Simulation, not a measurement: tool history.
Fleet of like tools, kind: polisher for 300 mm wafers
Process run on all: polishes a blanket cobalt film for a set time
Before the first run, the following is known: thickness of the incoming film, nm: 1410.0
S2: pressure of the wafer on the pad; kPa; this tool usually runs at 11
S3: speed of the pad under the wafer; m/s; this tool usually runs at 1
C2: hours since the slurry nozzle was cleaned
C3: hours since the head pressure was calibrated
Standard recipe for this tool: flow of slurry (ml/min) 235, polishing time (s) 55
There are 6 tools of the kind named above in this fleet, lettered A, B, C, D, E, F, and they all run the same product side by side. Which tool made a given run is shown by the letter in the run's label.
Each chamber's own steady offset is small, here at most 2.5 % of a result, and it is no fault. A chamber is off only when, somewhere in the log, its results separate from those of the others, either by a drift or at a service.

Run 1E, hour 5.7: usual settings; wafers polished on this pad 1064; C2 707.6; C3 17.6. Result: film removed (angstrom) 1949.2.
Run 2D, hour 12.9: usual settings; wafers polished on this pad 509; C2 460.4; C3 575.5. Result: film removed (angstrom) 1924.2.
Run 3F, hour 18.2: usual settings; wafers polished on this pad 976; C2 89.9; C3 95.4. Result: film removed (angstrom) 1910.
At hour 20.1: chamber D: worn pad replaced by a new one.
Run 4B, hour 23.6: usual settings; wafers polished on this pad 1390; C2 107.4; C3 192.5. Result: film removed (angstrom) 1921.7.
Run 5A, hour 32: usual settings; wafers polished on this pad 578; C2 441.3; C3 1184.2. Result: film removed (angstrom) 1937.3.
Run 6C, hour 38.1: usual settings; wafers polished on this pad 594; C2 200.8; C3 855.7. Result: film removed (angstrom) 1925.9.
Run 7F, hour 44.7: usual settings but flow of slurry (ml/min) 295, S3 1.26 m/s; wafers polished on this pad 1178; C2 116.4; C3 121.9. Result: film removed (angstrom) 2471.7.
Run 8D, hour 49.5: usual settings but flow of slurry (ml/min) 295, S3 1.26 m/s; wafers polished on this pad 224; C2 497; C3 612.1. Result: film removed (angstrom) 2469.4.
At hour 51.2: chamber A: head pressure recalibrated.
At hour 51.7: chamber E: worn pad replaced by a new one.
Run 9A, hour 55.5: usual settings but flow of slurry (ml/min) 295, S3 1.26 m/s; wafers polished on this pad 756; C2 464.8; C3 4.4. Result: film removed (angstrom) 2506.7.
At hour 57.3: chamber B: worn pad replaced by a new one.
Run 10B, hour 62.5: usual settings but flow of slurry (ml/min) 295, S3 1.26 m/s; wafers polished on this pad 39; C2 146.3; C3 231.4. Result: film removed (angstrom) 2537.5.
At hour 65.1: chamber F: worn pad replaced by a new one.
Run 11E, hour 72.8: usual settings but flow of slurry (ml/min) 295, S3 1.26 m/s; wafers polished on this pad 161; C2 774.7; C3 84.7. Result: film removed (angstrom) 2507.5.
At hour 79.3: chamber C: slurry nozzle cleaned.
Run 12C, hour 80: usual settings but flow of slurry (ml/min) 295, S3 1.26 m/s; wafers polished on this pad 913; C2 0.7; C3 897.6. Result: film removed (angstrom) 2492.6.
At hour 81.9: chamber D: worn pad replaced by a new one.
Run 13F, hour 85.2: usual settings; wafers polished on this pad 152; C2 156.9; C3 162.4. Result: film removed (angstrom) 1958.7.
Run 14A, hour 91.6: usual settings; wafers polished on this pad 1031; C2 500.9; C3 40.5. Result: film removed (angstrom) 1921.
At hour 97.2: chamber C: worn pad replaced by a new one.
Run 15D, hour 101.8: usual settings; wafers polished on this pad 151; C2 549.3; C3 664.4. Result: film removed (angstrom) 1905.1.
Run 16E, hour 112.2: usual settings; wafers polished on this pad 460; C2 814.1; C3 124.1. Result: film removed (angstrom) 1916.4.
Run 17B, hour 120.1: usual settings; wafers polished on this pad 477; C2 203.9; C3 289. Result: film removed (angstrom) 1985.4.
Run 18C, hour 125.8: usual settings; wafers polished on this pad 217; C2 46.5; C3 943.4. Result: film removed (angstrom) 1917.8.
Run 19A, hour 133.4: usual settings but S2 7.6 kPa, polishing time (s) 47; wafers polished on this pad 1348; C2 542.7; C3 82.3. Result: film removed (angstrom) 1124.6.
At hour 142: chamber D: worn pad replaced by a new one.
At hour 143.5: chamber C: head pressure recalibrated.
Run 20E, hour 143.8: usual settings but S2 7.6 kPa, polishing time (s) 47; wafers polished on this pad 700; C2 845.7; C3 155.7. Result: film removed (angstrom) 1135.6.
Run 21F, hour 153.3: usual settings but S2 7.6 kPa, polishing time (s) 47; wafers polished on this pad 670; C2 225; C3 230.5. Result: film removed (angstrom) 1132.4.
Run 22C, hour 158.9: usual settings but S2 7.6 kPa, polishing time (s) 47; wafers polished on this pad 469; C2 79.6; C3 15.4. Result: film removed (angstrom) 1036.2.
At hour 162.8: chamber A: worn pad replaced by a new one.
Run 23B, hour 163.5: usual settings but S2 7.6 kPa, polishing time (s) 47; wafers polished on this pad 807; C2 247.3; C3 332.4. Result: film removed (angstrom) 1143.9.
At hour 169.1: chamber E: slurry nozzle cleaned.
Run 24D, hour 173.4: usual settings but S2 7.6 kPa, polishing time (s) 47; wafers polished on this pad 239; C2 620.9; C3 736. Result: film removed (angstrom) 1106.1.
Run 25B, hour 178.8: usual settings; wafers polished on this pad 923; C2 262.6; C3 347.7. Result: film removed (angstrom) 1908.6.
Run 26A, hour 183.9: usual settings; wafers polished on this pad 160; C2 593.2; C3 132.8. Result: film removed (angstrom) 1920.
Run 27F, hour 193.4: usual settings but flow of slurry (ml/min) 200, S2 13.1 kPa; wafers polished on this pad 975; C2 265.1; C3 270.6. Result: film removed (angstrom) 2197.9.
Run 28E, hour 199.6: usual settings but flow of slurry (ml/min) 200, S2 13.1 kPa; wafers polished on this pad 1124; C2 30.6; C3 211.5. Result: film removed (angstrom) 2229.5.
At hour 201.8: chamber D: worn pad replaced by a new one.
Run 29D, hour 204.7: usual settings but flow of slurry (ml/min) 200, S2 13.1 kPa; wafers polished on this pad 22; C2 652.2; C3 767.3. Result: film removed (angstrom) 2252.1.
At hour 211.4: chamber E: worn pad replaced by a new one.
Run 30C, hour 212.8: usual settings but flow of slurry (ml/min) 200, S2 13.1 kPa; wafers polished on this pad 879; C2 133.5; C3 69.3. Result: film removed (angstrom) 2036.5.
Run 31B, hour 217.8: usual settings but flow of slurry (ml/min) 200, S2 13.1 kPa; wafers polished on this pad 1220; C2 301.6; C3 386.7. Result: film removed (angstrom) 2284.2.
Run 32A, hour 223.8: usual settings but flow of slurry (ml/min) 200, S2 13.1 kPa; wafers polished on this pad 463; C2 633.1; C3 172.7. Result: film removed (angstrom) 2237.
Run 33E, hour 230.5: usual settings but S2 8.3 kPa, polishing time (s) 66; wafers polished on this pad 145; C2 61.5; C3 242.4. Result: film removed (angstrom) 1756.5.
At hour 232.3: chamber F: worn pad replaced by a new one.
At hour 233.2: chamber C: worn pad replaced by a new one.
Run 34F, hour 238.8: usual settings but S2 8.3 kPa, polishing time (s) 66; wafers polished on this pad 49; C2 310.5; C3 316. Result: film removed (angstrom) 1704.4.
Run 35D, hour 243.5: usual settings but S2 8.3 kPa, polishing time (s) 66; wafers polished on this pad 317; C2 691; C3 806.1. Result: film removed (angstrom) 1689.4.
Run 36C, hour 248.9: usual settings but S2 8.3 kPa, polishing time (s) 66; wafers polished on this pad 119; C2 169.6; C3 105.4. Result: film removed (angstrom) 1564.2.
Run 37C, hour 258.8: usual settings but S2 8.3 kPa, polishing time (s) 66; wafers polished on this pad 194; C2 179.5; C3 115.3. Result: film removed (angstrom) 1571.4.

Has any chamber moved away from the others, gradually or after a service, or does the common gauge drift, or do the chambers differ only by their own small steady offsets? State the chamber and the most likely cause if one applies.

After it was serviced, chamber C no longer matches the other chambers.
Cause: head's pressure below its setpoint, % = 10.6.

Which of the 4 candidates below, each the usual settings with something changed and its results left as question marks, puts chamber C back in line with what the other chambers give on the usual settings?
In line means no further than this from the other chambers' mean on the usual settings: film removed (angstrom) 68
Run 38C-1, hour 266.3: usual settings but S3 0.96 m/s. Result: film removed (angstrom) ?.
Run 38C-2, hour 266.3: usual settings but S3 1.06 m/s, polishing time (s) 58. Result: film removed (angstrom) ?.
Run 38C-3, hour 266.3: usual settings but polishing time (s) 50. Result: film removed (angstrom) ?.
Run 38C-4, hour 266.3: usual settings but polishing time (s) 57. Result: film removed (angstrom) ?.

Usual-settings mean across the other chambers: film removed (angstrom) 1928.6
  run  film removed (angstrom)
38C-1                   1684.7
38C-2                   1958.8
38C-3                   1594.4
38C-4                   1817.6
38C-2 puts the chamber back in line with the other chambers.

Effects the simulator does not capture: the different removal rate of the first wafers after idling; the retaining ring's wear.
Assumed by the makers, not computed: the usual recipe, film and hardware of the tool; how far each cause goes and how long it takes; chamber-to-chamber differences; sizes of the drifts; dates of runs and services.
